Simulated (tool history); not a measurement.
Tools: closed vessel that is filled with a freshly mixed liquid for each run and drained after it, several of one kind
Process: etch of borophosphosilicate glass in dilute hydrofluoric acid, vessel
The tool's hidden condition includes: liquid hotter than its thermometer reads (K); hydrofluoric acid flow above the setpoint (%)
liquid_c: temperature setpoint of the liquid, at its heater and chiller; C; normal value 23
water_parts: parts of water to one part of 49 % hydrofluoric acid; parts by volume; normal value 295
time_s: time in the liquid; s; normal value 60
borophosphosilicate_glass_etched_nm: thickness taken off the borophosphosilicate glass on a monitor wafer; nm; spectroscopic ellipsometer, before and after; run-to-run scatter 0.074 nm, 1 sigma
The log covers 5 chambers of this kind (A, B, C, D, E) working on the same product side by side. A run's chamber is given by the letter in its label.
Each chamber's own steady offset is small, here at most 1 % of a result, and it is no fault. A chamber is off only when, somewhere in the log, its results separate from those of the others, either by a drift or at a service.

| run | hour | liquid_c | water_parts | time_s | hours since the thermometer was replaced | hours since the hydrofluoric acid flow meter was replaced | read-back film thickness of the borophosphosilicate glass reference wafer, read on the same gauge (nm) | borophosphosilicate_glass_etched_nm |
|---|---|---|---|---|---|---|---|---|
| 1A | 8 | 23 | 295 | 60 | 515 | 1284.4 | 120.01 | 13.287 |
| 2B | 21.4 | 23 | 295 | 60 | 318.4 | 365.2 | 119.99 | 13.299 |
| 3C | 29.7 | 23 | 295 | 60 | 1453.2 | 84.2 | 120.01 | 13.33 |
| 4D | 40.7 | 23 | 295 | 60 | 791.3 | 1248.5 | 119.96 | 13.188 |
| 5E | 50.6 | 23 | 295 | 60 | 837 | 953.9 | 120.01 | 13.408 |
| 6C | 62 | 23 | 295 | 60 | 1485.5 | 116.5 | 120.01 | 13.162 |
| 7D | 69.6 | 23 | 295 | 60 | 820.2 | 1277.4 | 119.95 | 13.326 |
| 8A | 76.2 | 23 | 295 | 60 | 583.2 | 1352.6 | 120.02 | 13.223 |
|  | 78.2 | chamber E: hydrofluoric acid flow meter replaced |
| 9E | 85.9 | 23 | 295 | 60 | 872.3 | 7.7 | 120 | 13.162 |
| 10B | 94.2 | 23 | 295 | 60 | 391.2 | 438 | 120.02 | 13.297 |
| 11E | 105.5 | 23 | 295 | 75 | 891.9 | 27.3 | 120.02 | 16.618 |
| 12A | 117.9 | 23 | 295 | 75 | 624.9 | 1394.3 | 120.02 | 16.472 |
| 13C | 127.4 | 23 | 295 | 75 | 1550.9 | 181.9 | 119.99 | 16.589 |
| 14D | 140.2 | 23 | 295 | 75 | 890.8 | 1348 | 120.01 | 16.72 |
| 15B | 148.5 | 23 | 295 | 75 | 445.5 | 492.3 | 120.02 | 16.679 |
| 16B | 160.4 | 23 | 295 | 60 | 457.4 | 504.2 | 120.02 | 13.41 |
| 17A | 169.5 | 23 | 295 | 60 | 676.5 | 1445.9 | 119.97 | 13.202 |
| 18C | 179.2 | 23 | 195 | 60 | 1602.7 | 233.7 | 120 | 22.316 |
| 19D | 189.4 | 23 | 195 | 60 | 940 | 1397.2 | 119.97 | 22.853 |
| 20E | 200.2 | 23 | 195 | 60 | 986.6 | 122 | 120.01 | 22.147 |
| 21A | 206.3 | 23 | 195 | 60 | 713.3 | 1482.7 | 119.96 | 22.187 |
| 22B | 215.8 | 23 | 195 | 60 | 512.8 | 559.6 | 119.98 | 22.554 |
| 23D | 226.1 | 23 | 295 | 60 | 976.7 | 1433.9 | 120 | 13.774 |
| 24C | 239.4 | 23 | 295 | 60 | 1662.9 | 293.9 | 120 | 13.284 |
|  | 243 | chamber B: hydrofluoric acid flow meter replaced |
| 25E | 247.3 | 18.5 | 360 | 60 | 1033.7 | 169.1 | 119.98 | 8.7149 |
| 26D | 257.3 | 18.5 | 360 | 60 | 1007.9 | 1465.1 | 120 | 9.1389 |
| 27C | 264.9 | 18.5 | 360 | 60 | 1688.4 | 319.4 | 119.99 | 8.7906 |
| 28B | 272.8 | 18.5 | 360 | 60 | 569.8 | 29.9 | 119.99 | 8.8209 |
| 29E | 281.7 | 18.5 | 360 | 60 | 1068.1 | 203.5 | 119.98 | 8.6831 |
| 30A | 289.6 | 23 | 295 | 60 | 796.6 | 1566 | 119.98 | 13.216 |

One chamber off, gauge drift, or nothing amiss beyond the chambers' own small offsets? If it is a chamber, which one, and what is the likeliest cause?

Chamber D drifts away from the others.
Cause: liquid hotter than its thermometer reads (K) = 1.43.
From this log alone, it may not be told apart from: hydrofluoric acid flow above the setpoint (%).

Here are 4 candidates for chamber D's next run, each the usual settings with a change, their results left as question marks. Which one brings its results back in line with what the others give on the usual settings?
In-line tolerance around the mean of the other chambers on the usual settings: borophosphosilicate_glass_etched_nm 0.26 nm
| 31D-1 | 299.3 | 21.5 | 295 | 60 |  |  |  | ? |
| 31D-2 | 299.3 | 25.5 | 295 | 60 |  |  |  | ? |
| 31D-3 | 299.3 | 24.5 | 295 | 60 |  |  |  | ? |
| 31D-4 | 299.3 | 20.5 | 295 | 60 |  |  |  | ? |

Mean of the other chambers on the usual settings: borophosphosilicate_glass_etched_nm 13.289 nm
| run | borophosphosilicate_glass_etched_nm |
|---|---|
| 31D-1 | 13.262 |
| 31D-2 | 15.237 |
| 31D-3 | 14.725 |
| 31D-4 | 12.794 |
Change 31D-1 lands the chamber within the allowed miss of the other chambers.
